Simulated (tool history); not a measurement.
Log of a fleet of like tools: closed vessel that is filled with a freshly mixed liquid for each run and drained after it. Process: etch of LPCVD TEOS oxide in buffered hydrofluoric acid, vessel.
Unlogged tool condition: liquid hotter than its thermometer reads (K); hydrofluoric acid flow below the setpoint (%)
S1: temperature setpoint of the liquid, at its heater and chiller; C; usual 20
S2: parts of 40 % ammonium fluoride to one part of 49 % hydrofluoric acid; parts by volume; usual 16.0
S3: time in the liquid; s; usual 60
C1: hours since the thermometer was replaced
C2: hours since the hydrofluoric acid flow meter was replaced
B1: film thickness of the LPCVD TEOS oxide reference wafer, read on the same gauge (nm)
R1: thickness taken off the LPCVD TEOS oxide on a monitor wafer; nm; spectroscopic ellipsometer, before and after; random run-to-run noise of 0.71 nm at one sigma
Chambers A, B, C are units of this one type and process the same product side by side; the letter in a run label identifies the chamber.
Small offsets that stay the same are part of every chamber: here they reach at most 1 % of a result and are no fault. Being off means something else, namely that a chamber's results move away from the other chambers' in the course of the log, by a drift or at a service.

Run 1A, hour 3.6: usual settings; C1 687.5; C2 990.5; B1 90.026. Result: R1 71.872 nm.
Run 2C, hour 6.6: usual settings; C1 158.0; C2 1566.7; B1 89.990. Result: R1 70.938 nm.
Run 3B, hour 8.7: usual settings; C1 213.7; C2 622.5; B1 89.996. Result: R1 71.612 nm.
Run 4B, hour 12.4: usual settings; C1 217.4; C2 626.2; B1 90.020. Result: R1 72.205 nm.
Run 5C, hour 14.7: usual settings; C1 166.1; C2 1574.8; B1 89.987. Result: R1 72.421 nm.
Run 6A, hour 17.0: usual settings; C1 700.9; C2 1003.9; B1 90.009. Result: R1 72.909 nm.
Run 7C, hour 21.4: usual settings; C1 172.8; C2 1581.5; B1 89.995. Result: R1 72.294 nm.
Run 8A, hour 24.3: usual settings; C1 708.2; C2 1011.2; B1 89.990. Result: R1 72.952 nm.
Run 9B, hour 28.9: usual settings; C1 233.9; C2 642.7; B1 90.007. Result: R1 71.778 nm.
Run 10A, hour 31.9: usual settings; C1 715.8; C2 1018.8; B1 90.002. Result: R1 74.062 nm.
Run 11B, hour 34.5: usual settings but S2 10.5 parts by volume; C1 239.5; C2 648.3; B1 90.001. Result: R1 108.290 nm.
Run 12C, hour 36.8: usual settings but S2 10.5 parts by volume; C1 188.2; C2 1596.9; B1 90.021. Result: R1 107.330 nm.
Run 13A, hour 39.2: usual settings but S2 10.5 parts by volume; C1 723.1; C2 1026.1; B1 90.009. Result: R1 114.760 nm.
Run 14B, hour 43.1: usual settings; C1 248.1; C2 656.9; B1 90.005. Result: R1 70.954 nm.
Run 15C, hour 46.5: usual settings; C1 197.9; C2 1606.6; B1 89.998. Result: R1 70.947 nm.
Run 16C, hour 50.4: usual settings; C1 201.8; C2 1610.5; B1 89.986. Result: R1 71.135 nm.
Run 17A, hour 53.8: usual settings; C1 737.7; C2 1040.7; B1 89.985. Result: R1 78.487 nm.
Run 18B, hour 58.1: usual settings; C1 263.1; C2 671.9; B1 90.017. Result: R1 69.791 nm.
Run 19C, hour 62.0: usual settings; C1 213.4; C2 1622.1; B1 90.014. Result: R1 72.084 nm.
Run 20B, hour 66.2: usual settings; C1 271.2; C2 680.0; B1 89.997. Result: R1 72.033 nm.
Run 21A, hour 69.8: usual settings; C1 753.7; C2 1056.7; B1 89.986. Result: R1 81.264 nm.
Run 22A, hour 72.4: usual settings; C1 756.3; C2 1059.3; B1 89.993. Result: R1 83.149 nm.
Run 23B, hour 74.8: usual settings; C1 279.8; C2 688.6; B1 89.998. Result: R1 71.132 nm.
Run 24C, hour 76.9: usual settings; C1 228.3; C2 1637.0; B1 89.997. Result: R1 71.841 nm.

All chambers now run identical settings, listed one chamber a line with results as question marks. What results will each chamber show?
Run 25A, hour 80.1: usual settings but S3 30 s. Result: R1 ?.
Run 25B, hour 80.1: usual settings but S3 30 s. Result: R1 ?.
Run 25C, hour 80.1: usual settings but S3 30 s. Result: R1 ?.

run      R1
25A  41.607
25B  36.314
25C  35.413
